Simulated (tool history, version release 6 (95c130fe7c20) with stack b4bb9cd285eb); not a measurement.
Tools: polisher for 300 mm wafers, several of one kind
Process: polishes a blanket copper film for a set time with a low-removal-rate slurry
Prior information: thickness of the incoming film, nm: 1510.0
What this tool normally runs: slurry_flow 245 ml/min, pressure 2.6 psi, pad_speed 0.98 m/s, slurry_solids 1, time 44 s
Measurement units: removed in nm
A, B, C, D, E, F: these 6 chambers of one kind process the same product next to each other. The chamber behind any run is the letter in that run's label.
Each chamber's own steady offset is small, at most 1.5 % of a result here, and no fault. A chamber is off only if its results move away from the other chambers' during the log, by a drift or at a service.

At hour 0.1: chamber D: worn pad replaced by a new one.
At hour 1.1: chamber C: slurry nozzle cleaned.
Run 1C, hour 10.2: usual settings. Result: removed 99.271 nm.
At hour 11.8: chamber A: slurry nozzle cleaned.
Run 2E, hour 21.1: usual settings. Result: removed 98.858 nm.
Run 3F, hour 30.4: usual settings. Result: removed 97.455 nm.
At hour 36.0: chamber E: slurry blender recalibrated.
Run 4B, hour 42.4: usual settings. Result: removed 97.484 nm.
At hour 51.3: chamber F: worn pad replaced by a new one.
At hour 52.4: chamber B: worn pad replaced by a new one.
Run 5A, hour 55.7: usual settings. Result: removed 99.572 nm.
At hour 56.4: chamber B: slurry blender recalibrated.
At hour 57.2: chamber A: slurry blender recalibrated.
Run 6D, hour 63.2: usual settings. Result: removed 97.573 nm.
At hour 66.0: chamber E: worn pad replaced by a new one.
At hour 70.8: chamber C: worn pad replaced by a new one.
Run 7F, hour 74.3: usual settings. Result: removed 98.205 nm.
Run 8D, hour 81.3: usual settings. Result: removed 99.801 nm.
At hour 83.7: chamber D: worn pad replaced by a new one.
Run 9C, hour 94.4: usual settings. Result: removed 98.966 nm.
At hour 94.7: chamber A: worn pad replaced by a new one.
Run 10E, hour 106.4: usual settings. Result: removed 99.428 nm.
Run 11B, hour 117.7: usual settings. Result: removed 97.474 nm.
Run 12A, hour 124.9: usual settings. Result: removed 98.379 nm.
Run 13B, hour 138.5: usual settings. Result: removed 98.068 nm.
At hour 143.6: chamber F: worn pad replaced by a new one.
At hour 144.0: chamber D: head pressure recalibrated.
At hour 144.2: chamber B: worn pad replaced by a new one.
At hour 152.3: chamber C: worn pad replaced by a new one.
Run 14C, hour 153.0: usual settings but pad_speed 0.66 m/s. Result: removed 66.767 nm.
At hour 153.8: chamber B: slurry blender recalibrated.
At hour 157.9: chamber E: slurry blender recalibrated.
Run 15D, hour 166.2: usual settings but pad_speed 0.66 m/s. Result: removed 66.314 nm.
At hour 167.4: chamber E: worn pad replaced by a new one.
At hour 173.6: chamber D: worn pad replaced by a new one.
At hour 176.2: chamber A: worn pad replaced by a new one.
Run 16E, hour 178.7: usual settings but pad_speed 0.66 m/s. Result: removed 66.573 nm.
At hour 185.8: chamber F: slurry blender recalibrated.
Run 17A, hour 192.2: usual settings but pad_speed 0.66 m/s. Result: removed 65.819 nm.
At hour 195.5: chamber F: slurry nozzle cleaned.
Run 18F, hour 199.6: usual settings but pad_speed 0.66 m/s. Result: removed 66.346 nm.
At hour 203.5: chamber D: slurry nozzle cleaned.
Run 19C, hour 212.7: usual settings but pad_speed 0.66 m/s. Result: removed 67.040 nm.
At hour 217.4: chamber C: slurry blender recalibrated.
Run 20B, hour 226.3: usual settings. Result: removed 97.599 nm.
Run 21E, hour 234.3: usual settings. Result: removed 98.713 nm.
At hour 242.1: chamber B: worn pad replaced by a new one.
Run 22A, hour 245.9: usual settings but pad_speed 1.20 m/s. Result: removed 120.980 nm.
At hour 246.0: chamber F: worn pad replaced by a new one.
At hour 251.8: chamber C: worn pad replaced by a new one.
At hour 253.6: chamber D: worn pad replaced by a new one.
At hour 257.5: chamber A: worn pad replaced by a new one.
Run 23D, hour 258.0: usual settings but pad_speed 1.20 m/s. Result: removed 121.190 nm.
At hour 260.7: chamber E: worn pad replaced by a new one.
At hour 260.8: chamber C: head pressure recalibrated.
At hour 263.5: chamber A: head pressure recalibrated.
At hour 270.1: chamber D: slurry blender recalibrated.
Run 24F, hour 271.1: usual settings but pad_speed 1.20 m/s. Result: removed 120.390 nm.
At hour 275.8: chamber B: slurry blender recalibrated.
Run 25A, hour 282.4: usual settings but pad_speed 1.20 m/s. Result: removed 112.640 nm.
At hour 287.0: chamber B: slurry nozzle cleaned.
Run 26D, hour 289.4: usual settings but pad_speed 1.20 m/s. Result: removed 120.030 nm.
At hour 291.1: chamber E: slurry blender recalibrated.
Run 27B, hour 303.0: usual settings but pad_speed 1.20 m/s. Result: removed 121.690 nm.
Run 28F, hour 309.6: usual settings. Result: removed 98.389 nm.
At hour 315.2: chamber E: slurry nozzle cleaned.
Run 29E, hour 320.9: usual settings. Result: removed 98.626 nm.
At hour 322.2: chamber B: worn pad replaced by a new one.
Run 30C, hour 330.2: usual settings. Result: removed 99.564 nm.
At hour 339.4: chamber F: worn pad replaced by a new one.
At hour 339.6: chamber D: worn pad replaced by a new one.
Run 31A, hour 343.3: usual settings. Result: removed 91.434 nm.
At hour 345.4: chamber A: worn pad replaced by a new one.
At hour 346.8: chamber B: head pressure recalibrated.
At hour 350.8: chamber C: worn pad replaced by a new one.
At hour 353.3: chamber F: slurry blender recalibrated.
Run 32E, hour 357.4: usual settings. Result: removed 100.060 nm.
At hour 364.3: chamber E: worn pad replaced by a new one.
Run 33C, hour 364.4: usual settings but slurry_flow 170 ml/min. Result: removed 93.162 nm.
Run 34B, hour 376.2: usual settings but slurry_flow 170 ml/min. Result: removed 93.907 nm.
At hour 379.1: chamber C: slurry nozzle cleaned.
Run 35F, hour 385.2: usual settings but slurry_flow 170 ml/min. Result: removed 93.855 nm.
At hour 388.3: chamber B: slurry blender recalibrated.
Run 36D, hour 394.6: usual settings but slurry_flow 170 ml/min. Result: removed 93.280 nm.
At hour 404.1: chamber A: slurry blender recalibrated.
Run 37E, hour 404.1: usual settings but slurry_flow 170 ml/min. Result: removed 93.975 nm.
At hour 410.5: chamber B: worn pad replaced by a new one.
Run 38D, hour 417.7: usual settings but slurry_flow 170 ml/min. Result: removed 93.491 nm.
Run 39C, hour 431.3: usual settings. Result: removed 98.980 nm.
At hour 434.9: chamber F: worn pad replaced by a new one.
Run 40F, hour 444.3: usual settings. Result: removed 100.320 nm.
At hour 448.4: chamber A: worn pad replaced by a new one.
Run 41B, hour 457.9: usual settings. Result: removed 97.997 nm.
Run 42A, hour 469.1: usual settings. Result: removed 91.199 nm.

All chambers now run identical settings, listed one chamber a line with results as question marks. What results will each chamber show?
Run 43A, hour 479.6: usual settings. Result: removed ?.
Run 43B, hour 479.6: usual settings. Result: removed ?.
Run 43C, hour 479.6: usual settings. Result: removed ?.
Run 43D, hour 479.6: usual settings. Result: removed ?.
Run 43E, hour 479.6: usual settings. Result: removed ?.
Run 43F, hour 479.6: usual settings. Result: removed ?.

run  removed
43A   92.179
43B   97.219
43C   98.726
43D   98.144
43E   97.971
43F   98.319
